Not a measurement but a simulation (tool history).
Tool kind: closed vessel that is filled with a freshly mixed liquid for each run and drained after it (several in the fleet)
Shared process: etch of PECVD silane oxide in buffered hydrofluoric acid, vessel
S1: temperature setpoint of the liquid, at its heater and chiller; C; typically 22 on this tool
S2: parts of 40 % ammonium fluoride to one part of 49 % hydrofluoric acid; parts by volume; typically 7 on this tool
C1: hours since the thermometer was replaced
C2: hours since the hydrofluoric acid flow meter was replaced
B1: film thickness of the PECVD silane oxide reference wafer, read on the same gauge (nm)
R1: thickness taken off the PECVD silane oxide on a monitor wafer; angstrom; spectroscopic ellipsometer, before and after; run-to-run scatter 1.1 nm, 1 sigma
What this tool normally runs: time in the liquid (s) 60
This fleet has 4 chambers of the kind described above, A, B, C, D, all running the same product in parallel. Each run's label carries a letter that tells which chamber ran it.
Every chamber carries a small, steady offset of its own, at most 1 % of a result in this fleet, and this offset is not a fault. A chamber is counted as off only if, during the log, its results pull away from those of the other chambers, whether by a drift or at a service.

Run 1A, hour 7.6: usual settings; C1 176.8; C2 893.8; B1 60.01. Result: R1 1296.7 angstrom.
Run 2C, hour 19.6: usual settings; C1 411.3; C2 1015.1; B1 59.997. Result: R1 1279.8 angstrom.
Run 3D, hour 29.3: usual settings; C1 77.3; C2 799.3; B1 59.974. Result: R1 1281.3 angstrom.
Run 4B, hour 38.8: usual settings; C1 829.2; C2 1519.9; B1 59.979. Result: R1 1260.2 angstrom.
Run 5B, hour 46.2: usual settings; C1 836.6; C2 1527.3; B1 60.014. Result: R1 1242.1 angstrom.
Run 6D, hour 54.7: usual settings; C1 102.7; C2 824.7; B1 59.975. Result: R1 1276.7 angstrom.
Run 7A, hour 64.8: usual settings but S1 17.5 C, S2 5 parts by volume; C1 234; C2 951; B1 59.987. Result: R1 1339.9 angstrom.
Run 8C, hour 72.2: usual settings but S1 17.5 C, S2 5 parts by volume; C1 463.9; C2 1067.7; B1 59.979. Result: R1 1324 angstrom.
Run 9C, hour 83.5: usual settings but S1 17.5 C, S2 5 parts by volume; C1 475.2; C2 1079; B1 59.975. Result: R1 1318.4 angstrom.
Run 10D, hour 92: usual settings but S1 17.5 C, S2 5 parts by volume; C1 140; C2 862; B1 60.023. Result: R1 1312.7 angstrom.
Run 11B, hour 97.8: usual settings; C1 888.2; C2 1578.9; B1 60. Result: R1 1288.9 angstrom.
Run 12A, hour 108.9: usual settings; C1 278.1; C2 995.1; B1 59.98. Result: R1 1291.2 angstrom.
Run 13B, hour 120.5: usual settings; C1 910.9; C2 1601.6; B1 60.023. Result: R1 1289.7 angstrom.
Run 14D, hour 127.3: usual settings; C1 175.3; C2 897.3; B1 60.006. Result: R1 1271 angstrom.
Run 15C, hour 136.5: usual settings; C1 528.2; C2 1132; B1 60.023. Result: R1 1267.7 angstrom.
Run 16A, hour 146.4: usual settings; C1 315.6; C2 1032.6; B1 59.959. Result: R1 1274.4 angstrom.
Run 17D, hour 155.6: usual settings; C1 203.6; C2 925.6; B1 60.042. Result: R1 1284.7 angstrom.
Run 18C, hour 162.8: usual settings; C1 554.5; C2 1158.3; B1 60.008. Result: R1 1278.9 angstrom.
Run 19A, hour 174.7: usual settings; C1 343.9; C2 1060.9; B1 60.022. Result: R1 1276 angstrom.
Run 20B, hour 180.3: usual settings; C1 970.7; C2 1661.4; B1 60.018. Result: R1 1313.9 angstrom.
Run 21A, hour 186: usual settings; C1 355.2; C2 1072.2; B1 59.955. Result: R1 1282.2 angstrom.
At hour 195: chamber B: hydrofluoric acid flow meter replaced.
Run 22C, hour 195.9: usual settings; C1 587.6; C2 1191.4; B1 59.974. Result: R1 1270.3 angstrom.
Run 23B, hour 204.4: usual settings; C1 994.8; C2 9.5; B1 60.006. Result: R1 1295 angstrom.
Run 24D, hour 215.7: usual settings but S1 17.5 C, S2 5 parts by volume; C1 263.7; C2 985.7; B1 59.996. Result: R1 1330.8 angstrom.
Run 25C, hour 225.4: usual settings but S1 17.5 C, S2 5 parts by volume; C1 617.1; C2 1220.9; B1 60.044. Result: R1 1325.1 angstrom.
Run 26A, hour 235.3: usual settings but S1 17.5 C, S2 5 parts by volume; C1 404.5; C2 1121.5; B1 59.981. Result: R1 1339.5 angstrom.
Run 27D, hour 242.7: usual settings but S1 17.5 C, S2 5 parts by volume; C1 290.7; C2 1012.7; B1 60.048. Result: R1 1318 angstrom.
Run 28B, hour 251.2: usual settings but S1 24.5 C, S2 9 parts by volume; C1 1041.6; C2 56.3; B1 60.003. Result: R1 1146.4 angstrom.
Run 29B, hour 258.3: usual settings but S1 24.5 C, S2 9 parts by volume; C1 1048.7; C2 63.4; B1 60.011. Result: R1 1144.6 angstrom.
Run 30C, hour 266.1: usual settings but S1 24.5 C, S2 9 parts by volume; C1 657.8; C2 1261.6; B1 60.068. Result: R1 1119 angstrom.
Run 31D, hour 272.8: usual settings but S1 24.5 C, S2 9 parts by volume; C1 320.8; C2 1042.8; B1 60.028. Result: R1 1126.2 angstrom.
Run 32A, hour 282.9: usual settings but time in the liquid (s) 90; C1 452.1; C2 1169.1; B1 60. Result: R1 1955.2 angstrom.
Run 33A, hour 288.3: usual settings but time in the liquid (s) 90; C1 457.5; C2 1174.5; B1 60.017. Result: R1 1926.6 angstrom.
Run 34C, hour 295.5: usual settings but time in the liquid (s) 90; C1 687.2; C2 1291; B1 60.009. Result: R1 1929.7 angstrom.
Run 35B, hour 302: usual settings but time in the liquid (s) 90; C1 1092.4; C2 107.1; B1 60.033. Result: R1 1987.9 angstrom.
Run 36D, hour 313.9: usual settings; C1 361.9; C2 1083.9; B1 59.938. Result: R1 1287.1 angstrom.
Run 37D, hour 323.9: usual settings; C1 371.9; C2 1093.9; B1 60.01. Result: R1 1284.4 angstrom.
Run 38A, hour 330.2: usual settings; C1 499.4; C2 1216.4; B1 59.929. Result: R1 1273.2 angstrom.
Run 39B, hour 338.5: usual settings; C1 1128.9; C2 143.6; B1 59.968. Result: R1 1325 angstrom.
Run 40C, hour 345.5: usual settings but S2 8 parts by volume, time in the liquid (s) 85; C1 737.2; C2 1341; B1 59.974. Result: R1 1576.8 angstrom.

Does one chamber stand apart from the rest, does the shared gauge drift, or is all well apart from small per-chamber offsets? Give the chamber and the most likely cause, where there is one.

It is chamber B that slowly wanders off from its peers.
Most likely cause: liquid hotter than its thermometer reads (K) = 0.966.

Which of the 4 candidates below, each the usual settings with something changed and its results left as question marks, puts chamber B back in line with what the other chambers give on the usual settings?
In-line tolerance around the mean of the other chambers on the usual settings: R1 38 angstrom
Run 41B-1, hour 354.1: usual settings but S1 23 C. Result: R1 ?.
Run 41B-2, hour 354.1: usual settings but S1 21.5 C, S2 7.5 parts by volume. Result: R1 ?.
Run 41B-3, hour 354.1: usual settings but S1 21 C. Result: R1 ?.
Run 41B-4, hour 354.1: usual settings but S1 22.5 C, time in the liquid (s) 65. Result: R1 ?.

Usual-settings mean across the other chambers: R1 1281.2 angstrom
  run      R1
41B-1    1416
41B-2  1210.2
41B-3  1270.3
41B-4  1492.7
With 41B-3, the chamber falls back in line with the rest.

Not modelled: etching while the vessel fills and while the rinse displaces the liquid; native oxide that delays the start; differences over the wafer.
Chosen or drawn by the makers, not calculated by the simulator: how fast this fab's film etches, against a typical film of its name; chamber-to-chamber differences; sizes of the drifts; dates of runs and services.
